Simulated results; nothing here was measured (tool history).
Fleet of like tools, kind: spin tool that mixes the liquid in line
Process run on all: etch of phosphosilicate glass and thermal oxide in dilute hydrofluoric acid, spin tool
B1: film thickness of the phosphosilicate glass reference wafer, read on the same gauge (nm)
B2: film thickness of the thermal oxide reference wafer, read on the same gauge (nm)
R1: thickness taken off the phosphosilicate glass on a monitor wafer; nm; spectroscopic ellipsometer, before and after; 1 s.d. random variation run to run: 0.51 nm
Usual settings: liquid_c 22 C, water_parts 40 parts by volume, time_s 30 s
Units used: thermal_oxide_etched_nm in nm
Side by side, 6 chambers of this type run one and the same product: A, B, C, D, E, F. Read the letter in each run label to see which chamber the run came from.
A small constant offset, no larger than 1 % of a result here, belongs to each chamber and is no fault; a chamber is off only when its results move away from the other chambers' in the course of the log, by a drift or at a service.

run 1A hour=12.3 | liquid_c=22 water_parts=40 time_s=30 | B1=90.002 B2=29.997 | R1=88.301 thermal_oxide_etched_nm=3.5391
run 2F hour=26.5 | liquid_c=22 water_parts=40 time_s=30 | B1=89.996 B2=29.985 | R1=90.183 thermal_oxide_etched_nm=3.5878
run 3D hour=40.5 | liquid_c=22 water_parts=40 time_s=30 | B1=90.022 B2=29.989 | R1=88.706 thermal_oxide_etched_nm=3.5298
run 4B hour=53.6 | liquid_c=22 water_parts=40 time_s=30 | B1=90.021 B2=30.003 | R1=88.616 thermal_oxide_etched_nm=3.6075
run 5C hour=63.1 | liquid_c=22 water_parts=35 time_s=30 | B1=89.981 B2=29.995 | R1=103.41 thermal_oxide_etched_nm=4.0633
run 6E hour=77.6 | liquid_c=22 water_parts=35 time_s=30 | B1=89.997 B2=30.012 | R1=103.1 thermal_oxide_etched_nm=4.052
run 7F hour=84.3 | liquid_c=22 water_parts=35 time_s=30 | B1=90.03 B2=30.003 | R1=102.91 thermal_oxide_etched_nm=4.1202
run 8B hour=96.6 | liquid_c=22 water_parts=35 time_s=30 | B1=90.027 B2=30.022 | R1=102.22 thermal_oxide_etched_nm=4.0589
run 9A hour=103.8 | liquid_c=22 water_parts=35 time_s=30 | B1=90.039 B2=29.995 | R1=101.54 thermal_oxide_etched_nm=4.1477
run 10E hour=111.9 | liquid_c=22 water_parts=35 time_s=30 | B1=89.992 B2=30.017 | R1=102.75 thermal_oxide_etched_nm=4.0399
run 11C hour=121.4 | liquid_c=22 water_parts=40 time_s=30 | B1=90.01 B2=29.997 | R1=89.231 thermal_oxide_etched_nm=3.5559
run 12D hour=133.7 | liquid_c=22 water_parts=40 time_s=30 | B1=89.989 B2=29.997 | R1=89.515 thermal_oxide_etched_nm=3.5237
run 13B hour=147 | liquid_c=22 water_parts=40 time_s=30 | B1=90.007 B2=29.989 | R1=88.918 thermal_oxide_etched_nm=3.542
run 14F hour=155.2 | liquid_c=22 water_parts=40 time_s=30 | B1=90.023 B2=29.987 | R1=89.464 thermal_oxide_etched_nm=3.5135
run 15E hour=168.9 | liquid_c=22 water_parts=40 time_s=30 | B1=89.998 B2=29.988 | R1=89.921 thermal_oxide_etched_nm=3.5131
run 16C hour=176.1 | liquid_c=22 water_parts=40 time_s=30 | B1=89.951 B2=30.001 | R1=89.373 thermal_oxide_etched_nm=3.5756
run 17D hour=183.6 | liquid_c=22 water_parts=40 time_s=30 | B1=89.97 B2=29.99 | R1=87.913 thermal_oxide_etched_nm=3.5608
run 18A hour=197.7 | liquid_c=22 water_parts=40 time_s=30 | B1=89.973 B2=29.996 | R1=88.369 thermal_oxide_etched_nm=3.5564
-- hour=208.8 chamber A: hydrofluoric acid flow meter replaced
run 19B hour=209.3 | liquid_c=22 water_parts=40 time_s=30 | B1=90.002 B2=30.028 | R1=89.64 thermal_oxide_etched_nm=3.5943
run 20F hour=219.2 | liquid_c=22 water_parts=30 time_s=30 | B1=89.981 B2=30.021 | R1=121.37 thermal_oxide_etched_nm=4.8854
run 21E hour=233.8 | liquid_c=22 water_parts=30 time_s=30 | B1=90.017 B2=30.015 | R1=121.18 thermal_oxide_etched_nm=4.7397
run 22D hour=242.5 | liquid_c=22 water_parts=30 time_s=30 | B1=90.053 B2=30.001 | R1=119.72 thermal_oxide_etched_nm=4.861
run 23C hour=251.2 | liquid_c=22 water_parts=30 time_s=30 | B1=90.019 B2=29.988 | R1=121.71 thermal_oxide_etched_nm=4.8878
run 24A hour=265.5 | liquid_c=22 water_parts=30 time_s=30 | B1=89.958 B2=29.992 | R1=119.38 thermal_oxide_etched_nm=4.7934
run 25C hour=279.2 | liquid_c=22 water_parts=30 time_s=30 | B1=89.951 B2=29.98 | R1=121.14 thermal_oxide_etched_nm=4.7881
run 26B hour=293.1 | liquid_c=22 water_parts=40 time_s=30 | B1=89.976 B2=30 | R1=89.02 thermal_oxide_etched_nm=3.5471
run 27D hour=303.9 | liquid_c=19.5 water_parts=40 time_s=45 | B1=90.021 B2=30.015 | R1=118.82 thermal_oxide_etched_nm=4.7153
run 28F hour=311.5 | liquid_c=19.5 water_parts=40 time_s=45 | B1=89.994 B2=30.003 | R1=121.67 thermal_oxide_etched_nm=4.7898
run 29E hour=323.5 | liquid_c=19.5 water_parts=40 time_s=45 | B1=90.006 B2=30.019 | R1=119.98 thermal_oxide_etched_nm=4.7444
run 30A hour=334.3 | liquid_c=19.5 water_parts=40 time_s=45 | B1=89.983 B2=29.999 | R1=117.77 thermal_oxide_etched_nm=4.8895
run 31E hour=343.2 | liquid_c=19.5 water_parts=40 time_s=45 | B1=90.02 B2=30.013 | R1=120.87 thermal_oxide_etched_nm=4.7838
run 32B hour=352.5 | liquid_c=19.5 water_parts=40 time_s=45 | B1=90.007 B2=29.987 | R1=119.53 thermal_oxide_etched_nm=4.8094
run 33D hour=360 | liquid_c=22 water_parts=40 time_s=30 | B1=90.01 B2=29.998 | R1=88.887 thermal_oxide_etched_nm=3.5363
run 34F hour=371.4 | liquid_c=22 water_parts=40 time_s=30 | B1=90.013 B2=30.002 | R1=89.845 thermal_oxide_etched_nm=3.5495
run 35A hour=379.1 | liquid_c=22 water_parts=40 time_s=30 | B1=90.002 B2=29.99 | R1=87.355 thermal_oxide_etched_nm=3.5688
run 36C hour=386.8 | liquid_c=22 water_parts=40 time_s=30 | B1=90.029 B2=30 | R1=89.584 thermal_oxide_etched_nm=3.5196
run 37B hour=399.3 | liquid_c=22 water_parts=40 time_s=30 | B1=90.013 B2=30.007 | R1=89.309 thermal_oxide_etched_nm=3.615
run 38D hour=410.2 | liquid_c=22 water_parts=40 time_s=30 | B1=89.99 B2=30.016 | R1=88.758 thermal_oxide_etched_nm=3.5395
run 39F hour=417.1 | liquid_c=26.5 water_parts=40 time_s=40 | B1=90.006 B2=30.017 | R1=144.33 thermal_oxide_etched_nm=5.726
run 40A hour=429.3 | liquid_c=26.5 water_parts=40 time_s=40 | B1=89.996 B2=30.001 | R1=140.22 thermal_oxide_etched_nm=5.7291
run 41C hour=438.2 | liquid_c=26.5 water_parts=40 time_s=40 | B1=89.975 B2=29.997 | R1=143.62 thermal_oxide_etched_nm=5.765
run 42E hour=450.4 | liquid_c=26.5 water_parts=40 time_s=40 | B1=89.984 B2=30.003 | R1=143.99 thermal_oxide_etched_nm=5.6576

What goes on in this fleet: one chamber off, a drifting gauge, or nothing beyond the chambers' own small offsets? Name the chamber and the cause, if any.

Beyond each chamber's small constant offset nothing stands out, and the gauge stays steady.
